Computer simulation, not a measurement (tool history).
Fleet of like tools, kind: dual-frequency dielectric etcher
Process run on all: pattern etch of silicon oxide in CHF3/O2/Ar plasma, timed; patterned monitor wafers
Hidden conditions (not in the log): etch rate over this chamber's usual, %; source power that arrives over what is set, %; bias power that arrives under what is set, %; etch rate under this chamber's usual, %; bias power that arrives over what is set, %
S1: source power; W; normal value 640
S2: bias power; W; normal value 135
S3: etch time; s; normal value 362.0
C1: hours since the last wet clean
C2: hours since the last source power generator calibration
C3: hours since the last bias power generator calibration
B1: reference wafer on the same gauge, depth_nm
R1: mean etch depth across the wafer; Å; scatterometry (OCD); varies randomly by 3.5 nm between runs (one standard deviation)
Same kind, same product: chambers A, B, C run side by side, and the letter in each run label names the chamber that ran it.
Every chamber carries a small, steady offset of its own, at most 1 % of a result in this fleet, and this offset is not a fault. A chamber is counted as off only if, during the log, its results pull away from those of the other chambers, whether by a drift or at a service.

run,day,S1,S2,S3,C1,C2,C3,B1,R1
1A,0.225,640,135,362.0,180.3,1166.6,860.1,579.53,6715.5
# day 0.242: chamber C: source power generator calibrated
2B,0.425,640,135,362.0,486.0,1155.5,1312.1,580.07,6583.1
3C,0.808,640,135,362.0,259.0,13.6,1156.5,579.74,6610.8
4B,1.067,640,135,362.0,501.4,1170.9,1327.5,579.03,6568.7
5A,1.400,640,135,362.0,208.5,1194.8,888.3,579.98,6721.5
6C,1.629,640,135,362.0,278.7,33.3,1176.2,579.65,6616.2
7C,1.908,640,135,362.0,285.4,40.0,1182.9,580.46,6603.8
8B,2.192,790,135,407.0,528.4,1197.9,1354.5,579.53,8070.4
9A,2.379,790,135,407.0,232.0,1218.3,911.8,580.50,8183.8
10A,2.550,790,135,407.0,236.1,1222.4,915.9,580.23,8200.5
11C,2.829,640,135,362.0,307.5,62.1,1205.0,580.53,6638.5
12B,3.200,640,135,362.0,552.6,1222.1,1378.7,580.44,6583.2
13A,3.496,640,135,362.0,258.8,1245.1,938.6,580.08,6655.2
14B,3.817,640,135,362.0,567.4,1236.9,1393.5,580.09,6643.6
15C,4.083,640,135,362.0,337.6,92.2,1235.1,579.63,6621.5
16C,4.467,640,135,362.0,346.8,101.4,1244.3,580.10,6605.6
17B,4.646,640,154,327.5,587.3,1256.8,1413.4,580.34,6296.5
18A,4.862,640,154,327.5,291.6,1277.9,971.4,581.04,6269.0
19B,5.108,640,154,327.5,598.4,1267.9,1424.5,580.37,6201.0
20C,5.400,640,135,362.0,369.2,123.8,1266.7,579.75,6513.0
21A,5.604,640,135,362.0,309.4,1295.7,989.2,580.17,6678.7
# day 5.725: chamber B: wet clean of the chamber
22C,5.900,640,135,362.0,381.2,135.8,1278.7,580.19,6624.0
23B,6.117,640,135,362.0,9.5,1292.1,1448.7,579.91,6960.9
24A,6.358,640,135,457.5,327.5,1313.8,1007.3,579.12,8403.7
25A,6.550,640,135,457.5,332.1,1318.4,1011.9,580.23,8416.9
26C,6.721,640,135,457.5,400.9,155.5,1298.4,579.76,8357.3
27B,6.946,640,135,362.0,29.4,1312.0,1468.6,579.74,6960.4
28B,7.267,640,135,362.0,37.1,1319.7,1476.3,579.72,6994.1
29C,7.433,640,135,362.0,418.0,172.6,1315.5,579.87,6675.4
30A,7.767,640,135,362.0,361.3,1347.6,1041.1,579.95,6697.9
31C,8.092,640,135,362.0,433.8,188.4,1331.3,580.34,6574.9
32A,8.342,640,135,362.0,375.1,1361.4,1054.9,580.17,6626.1
33B,8.583,640,135,362.0,68.7,1351.3,1507.9,579.70,6938.7
34C,8.925,640,135,362.0,453.8,208.4,1351.3,579.85,6554.8
35B,9.112,640,135,362.0,81.4,1364.0,1520.6,579.50,6939.7
36A,9.475,640,135,362.0,402.3,1388.6,1082.1,580.97,6659.0
# day 9.600: chamber A: wet clean of the chamber
37A,9.742,640,135,362.0,3.4,1395.0,1088.5,580.47,6700.9
38C,9.908,640,135,362.0,477.4,232.0,1374.9,579.90,6594.1
39B,10.258,640,135,362.0,108.9,1391.5,1548.1,579.76,6913.4
40B,10.629,580,149,362.0,117.8,1400.4,1557.0,579.70,6916.6
41C,10.804,580,149,362.0,498.9,253.5,1396.4,581.09,6566.5

Predict what each chamber gives when all 3 of them run the settings below next.
42A,11.079,640,135,362.0,,,,,?
42B,11.079,640,135,362.0,,,,,?
42C,11.079,640,135,362.0,,,,,?

run,R1
42A,6633.9
42B,7017.7
42C,6564.8
